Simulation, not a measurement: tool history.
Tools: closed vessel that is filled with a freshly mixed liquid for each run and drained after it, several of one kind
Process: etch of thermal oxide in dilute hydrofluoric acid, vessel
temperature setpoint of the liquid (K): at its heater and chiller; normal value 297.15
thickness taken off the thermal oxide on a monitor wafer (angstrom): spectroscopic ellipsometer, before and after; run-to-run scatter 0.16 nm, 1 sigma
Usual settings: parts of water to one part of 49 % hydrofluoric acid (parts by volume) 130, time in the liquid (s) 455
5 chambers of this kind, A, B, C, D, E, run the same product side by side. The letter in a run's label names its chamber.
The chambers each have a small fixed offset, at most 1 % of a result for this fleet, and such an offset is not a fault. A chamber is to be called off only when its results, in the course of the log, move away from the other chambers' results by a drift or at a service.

| run | hour | temperature setpoint of the liquid (K) | parts of water to one part of 49 % hydrofluoric acid (parts by volume) | time in the liquid (s) | read-back film thickness of the thermal oxide reference wafer, read on the same gauge (nm) | thickness taken off the thermal oxide on a monitor wafer (angstrom) |
|---|---|---|---|---|---|---|
| 1C | 10.4 | 297.15 | 130 | 455 | 80.009 | 157.770 |
| 2B | 20.7 | 297.15 | 130 | 455 | 79.955 | 159.490 |
| 3D | 29.6 | 297.15 | 130 | 455 | 80.005 | 160.860 |
| 4A | 39.3 | 297.15 | 130 | 455 | 79.996 | 163.540 |
| 5E | 48.0 | 297.15 | 130 | 455 | 80.013 | 158.690 |
| 6B | 54.5 | 297.15 | 130 | 455 | 80.032 | 156.880 |
| 7E | 62.4 | 297.15 | 130 | 455 | 80.007 | 158.370 |
| 8A | 71.2 | 297.15 | 130 | 455 | 79.975 | 160.500 |
| 9C | 79.0 | 297.15 | 130 | 455 | 79.993 | 158.370 |
| 10D | 84.5 | 297.15 | 180 | 265 | 79.985 | 62.742 |
|  | 87.8 | chamber A: hydrofluoric acid flow meter replaced |
| 11D | 95.8 | 297.15 | 180 | 265 | 80.007 | 62.511 |
| 12C | 106.0 | 297.15 | 180 | 265 | 80.009 | 62.372 |
| 13A | 114.8 | 297.15 | 180 | 265 | 80.001 | 63.601 |
| 14E | 121.0 | 297.15 | 180 | 265 | 80.024 | 63.791 |
| 15B | 130.1 | 297.15 | 130 | 455 | 79.977 | 159.270 |
| 16C | 135.7 | 297.15 | 130 | 455 | 80.009 | 161.970 |
| 17B | 144.5 | 297.15 | 130 | 455 | 80.019 | 156.150 |
| 18E | 150.0 | 297.15 | 130 | 455 | 79.998 | 162.080 |
| 19A | 158.3 | 297.15 | 130 | 455 | 80.010 | 160.590 |
| 20D | 169.4 | 297.15 | 130 | 455 | 79.999 | 155.440 |
| 21D | 175.4 | 297.15 | 130 | 455 | 80.026 | 154.700 |
| 22E | 183.5 | 297.15 | 130 | 455 | 80.018 | 160.420 |
|  | 188.9 | chamber B: thermometer replaced |
| 23C | 193.5 | 297.15 | 130 | 455 | 80.024 | 157.970 |
|  | 199.2 | chamber D: hydrofluoric acid flow meter replaced |
| 24A | 201.6 | 297.15 | 130 | 455 | 79.979 | 158.880 |
| 25B | 212.7 | 297.15 | 130 | 455 | 79.967 | 158.080 |
| 26C | 223.1 | 297.15 | 130 | 455 | 79.987 | 157.490 |
| 27D | 233.9 | 297.15 | 130 | 455 | 79.994 | 152.210 |
| 28B | 243.9 | 297.15 | 130 | 455 | 80.023 | 159.960 |
| 29A | 253.5 | 297.15 | 180 | 315 | 80.027 | 74.058 |
| 30E | 263.9 | 297.15 | 180 | 315 | 79.970 | 75.853 |
| 31C | 270.2 | 297.15 | 180 | 315 | 80.029 | 74.751 |
| 32D | 277.9 | 297.15 | 180 | 315 | 79.986 | 72.898 |
| 33E | 284.9 | 297.15 | 180 | 315 | 79.988 | 75.437 |
| 34A | 293.1 | 297.15 | 130 | 455 | 80.019 | 159.560 |
| 35B | 304.4 | 297.15 | 130 | 455 | 80.013 | 161.730 |
| 36D | 311.9 | 297.15 | 130 | 455 | 79.971 | 150.420 |
| 37E | 320.6 | 297.15 | 130 | 455 | 80.014 | 158.660 |
| 38B | 327.2 | 297.15 | 130 | 455 | 79.994 | 154.160 |

Does one chamber stand apart from the rest, does the shared gauge drift, or is all well apart from small per-chamber offsets? Give the chamber and the most likely cause, where there is one.

Little by little, chamber D moves away from the other chambers.
What lies behind it: liquid colder than its thermometer reads (K) = 1.35.

Chamber D could run next with any of the 4 candidate recipes listed below; each alters the usual settings, and their results appear as question marks. Which one brings its results back in line with what the other chambers deliver on the usual settings?
Counts as in line when no further than this from what the other chambers average on the usual settings: thickness taken off the thermal oxide on a monitor wafer (angstrom) 5.500
| 39D-1 | 335.9 | 297.15 | 135 | 445 |  | ? |
| 39D-2 | 335.9 | 296.65 | 130 | 405 |  | ? |
| 39D-3 | 335.9 | 297.65 | 120 | 455 |  | ? |
| 39D-4 | 335.9 | 298.65 | 130 | 455 |  | ? |

The mean the other chambers reach with the usual settings: thickness taken off the thermal oxide on a monitor wafer (angstrom) 159.100
| run | thickness taken off the thermal oxide on a monitor wafer (angstrom) |
|---|---|
| 39D-1 | 140.630 |
| 39D-2 | 130.970 |
| 39D-3 | 167.770 |
| 39D-4 | 159.300 |
The right change is 39D-4: it brings the chamber back within the allowed miss of the others.
